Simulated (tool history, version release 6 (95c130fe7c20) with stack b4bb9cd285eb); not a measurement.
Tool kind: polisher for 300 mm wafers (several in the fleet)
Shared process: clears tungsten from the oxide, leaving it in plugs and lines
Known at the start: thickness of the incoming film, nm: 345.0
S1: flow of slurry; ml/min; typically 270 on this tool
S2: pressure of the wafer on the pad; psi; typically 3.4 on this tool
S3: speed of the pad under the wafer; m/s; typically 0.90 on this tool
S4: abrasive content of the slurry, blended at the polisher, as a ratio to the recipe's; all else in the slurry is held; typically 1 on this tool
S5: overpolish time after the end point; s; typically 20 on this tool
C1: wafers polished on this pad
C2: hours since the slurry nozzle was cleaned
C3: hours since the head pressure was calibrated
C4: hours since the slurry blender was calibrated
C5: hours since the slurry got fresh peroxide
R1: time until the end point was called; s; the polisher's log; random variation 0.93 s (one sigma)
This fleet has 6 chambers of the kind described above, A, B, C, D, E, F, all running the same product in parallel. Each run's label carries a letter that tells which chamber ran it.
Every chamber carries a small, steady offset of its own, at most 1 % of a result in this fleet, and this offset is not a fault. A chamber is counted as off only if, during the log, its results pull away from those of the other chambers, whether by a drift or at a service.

run	day	S1	S2	S3	S4	S5	C1	C2	C3	C4	C5	R1
# day 0.183: chamber F: worn pad replaced by a new one
# day 0.283: chamber F: slurry tank refilled with fresh slurry and peroxide
1E	0.317	270	3.4	0.90	1	20	960	443.2	628.9	190.8	21.6	105.000
# day 0.338: chamber E: worn pad replaced by a new one
2A	0.529	270	3.4	0.90	1	20	594	140.5	1102.4	79.3	36.0	105.160
# day 0.608: chamber D: slurry tank refilled with fresh slurry and peroxide
# day 0.692: chamber A: head pressure recalibrated
3C	0.775	270	3.4	0.90	1	20	1037	151.4	192.3	186.8	56.6	103.260
# day 0.808: chamber D: slurry nozzle cleaned
# day 0.892: chamber B: slurry tank refilled with fresh slurry and peroxide
4F	1.033	270	3.4	0.90	1	20	124	357.1	35.6	126.3	18.1	106.750
5D	1.196	270	3.4	0.90	1	20	883	9.4	518.1	234.1	14.2	102.600
# day 1.288: chamber C: worn pad replaced by a new one
# day 1.400: chamber A: worn pad replaced by a new one
6B	1.504	270	3.4	0.90	1	20	701	420.8	39.7	86.7	14.8	105.040
7D	1.767	270	3.4	0.90	1	20	966	23.1	531.8	247.8	27.9	106.000
8F	1.917	270	2.9	0.90	1	20	252	378.3	56.8	147.5	39.3	124.510
# day 1.929: chamber D: worn pad replaced by a new one
# day 2.062: chamber F: slurry tank refilled with fresh slurry and peroxide
9B	2.208	270	2.9	0.90	1	20	804	437.7	56.6	103.6	31.7	123.070
10A	2.388	270	2.9	0.90	1	20	144	185.1	40.7	123.9	80.6	120.970
11E	2.658	270	2.9	0.90	1	20	338	499.4	685.1	247.0	77.8	122.220
# day 2.662: chamber B: slurry tank refilled with fresh slurry and peroxide
# day 2.667: chamber C: slurry tank refilled with fresh slurry and peroxide
# day 2.675: chamber B: slurry nozzle cleaned
12C	2.921	270	2.9	0.90	1	20	238	202.9	243.8	238.3	6.2	124.560
13C	3.221	270	2.9	0.90	1	20	282	210.1	251.0	245.5	13.4	123.530
# day 3.229: chamber D: slurry tank refilled with fresh slurry and peroxide
# day 3.338: chamber C: slurry nozzle cleaned
14E	3.550	270	3.4	0.90	1	20	468	520.8	706.5	268.4	99.2	106.160
# day 3.762: chamber B: worn pad replaced by a new one
15F	3.817	270	3.4	1.14	1	20	530	423.9	102.4	193.1	42.1	82.341
# day 3.871: chamber F: slurry tank refilled with fresh slurry and peroxide
16D	4.025	270	3.4	1.14	1	20	305	77.3	586.0	302.0	19.1	83.737
17A	4.175	270	3.4	1.14	1	20	404	228.0	83.6	166.8	123.5	82.410
# day 4.350: chamber B: slurry blender recalibrated
18B	4.371	270	3.4	1.14	1	20	89	40.8	108.5	0.6	41.0	83.553
# day 4.388: chamber A: slurry tank refilled with fresh slurry and peroxide
# day 4.667: chamber B: slurry tank refilled with fresh slurry and peroxide
19D	4.704	270	3.4	1.14	1	20	404	93.6	602.3	318.3	35.4	82.877
20E	4.942	270	3.4	1.14	1	20	671	554.2	739.9	301.8	132.6	83.894
21F	5.104	270	3.4	0.90	1	20	717	454.8	133.3	224.0	29.7	106.070
22C	5.279	270	3.4	0.90	1	20	582	46.7	300.4	294.9	62.8	107.820
23A	5.438	270	3.4	0.90	1	20	589	258.3	113.9	197.1	25.2	103.050
24B	5.642	270	3.4	0.90	1	20	274	71.3	139.0	31.1	23.4	105.430
# day 5.696: chamber F: slurry tank refilled with fresh slurry and peroxide
# day 5.862: chamber D: slurry tank refilled with fresh slurry and peroxide
# day 5.958: chamber A: worn pad replaced by a new one
25C	5.971	270	3.4	0.90	1	20	683	63.3	317.0	311.5	79.4	108.730
# day 6.104: chamber C: slurry tank refilled with fresh slurry and peroxide
26A	6.292	270	3.4	0.90	1	20	48	278.8	134.4	217.6	45.7	103.050
# day 6.471: chamber B: slurry tank refilled with fresh slurry and peroxide
27F	6.471	270	3.4	0.90	1	20	917	487.6	166.1	256.8	18.7	104.130
# day 6.646: chamber E: slurry tank refilled with fresh slurry and peroxide
28E	6.650	270	3.4	0.90	1	20	920	595.2	780.9	342.8	0.2	105.480
# day 6.662: chamber E: worn pad replaced by a new one
29D	6.808	270	3.4	0.90	1	20	711	144.1	652.8	368.8	22.7	105.850
30B	7.121	270	3.4	0.90	1	20	490	106.8	174.5	66.6	15.6	104.550
31D	7.325	270	3.4	0.90	1	20	786	156.5	665.2	381.2	35.1	105.170
# day 7.333: chamber F: slurry tank refilled with fresh slurry and peroxide
32E	7.567	270	3.4	0.90	1	20	132	617.2	802.9	364.8	22.2	106.560
33C	7.858	270	3.4	0.90	1	20	958	108.6	362.3	356.8	42.2	110.680
# day 7.950: chamber F: slurry nozzle cleaned
34F	8.021	270	3.4	0.90	1	20	1143	1.7	203.3	294.0	16.5	103.780
# day 8.200: chamber B: slurry tank refilled with fresh slurry and peroxide
35A	8.333	270	3.4	0.74	1	20	346	327.8	183.4	266.6	94.7	126.530
36B	8.496	270	3.4	0.74	1	20	690	139.8	207.5	99.6	7.1	126.890
37E	8.662	270	3.4	0.74	1	20	292	643.5	829.2	391.1	48.5	127.180

All 6 chambers run these settings next. Forecast each chamber's results:
38A	8.904	270	4.1	0.90	1	20						?
38B	8.904	270	4.1	0.90	1	20						?
38C	8.904	270	4.1	0.90	1	20						?
38D	8.904	270	4.1	0.90	1	20						?
38E	8.904	270	4.1	0.90	1	20						?
38F	8.904	270	4.1	0.90	1	20						?

run	R1
38A	85.317
38B	87.315
38C	92.769
38D	88.294
38E	87.441
38F	86.884

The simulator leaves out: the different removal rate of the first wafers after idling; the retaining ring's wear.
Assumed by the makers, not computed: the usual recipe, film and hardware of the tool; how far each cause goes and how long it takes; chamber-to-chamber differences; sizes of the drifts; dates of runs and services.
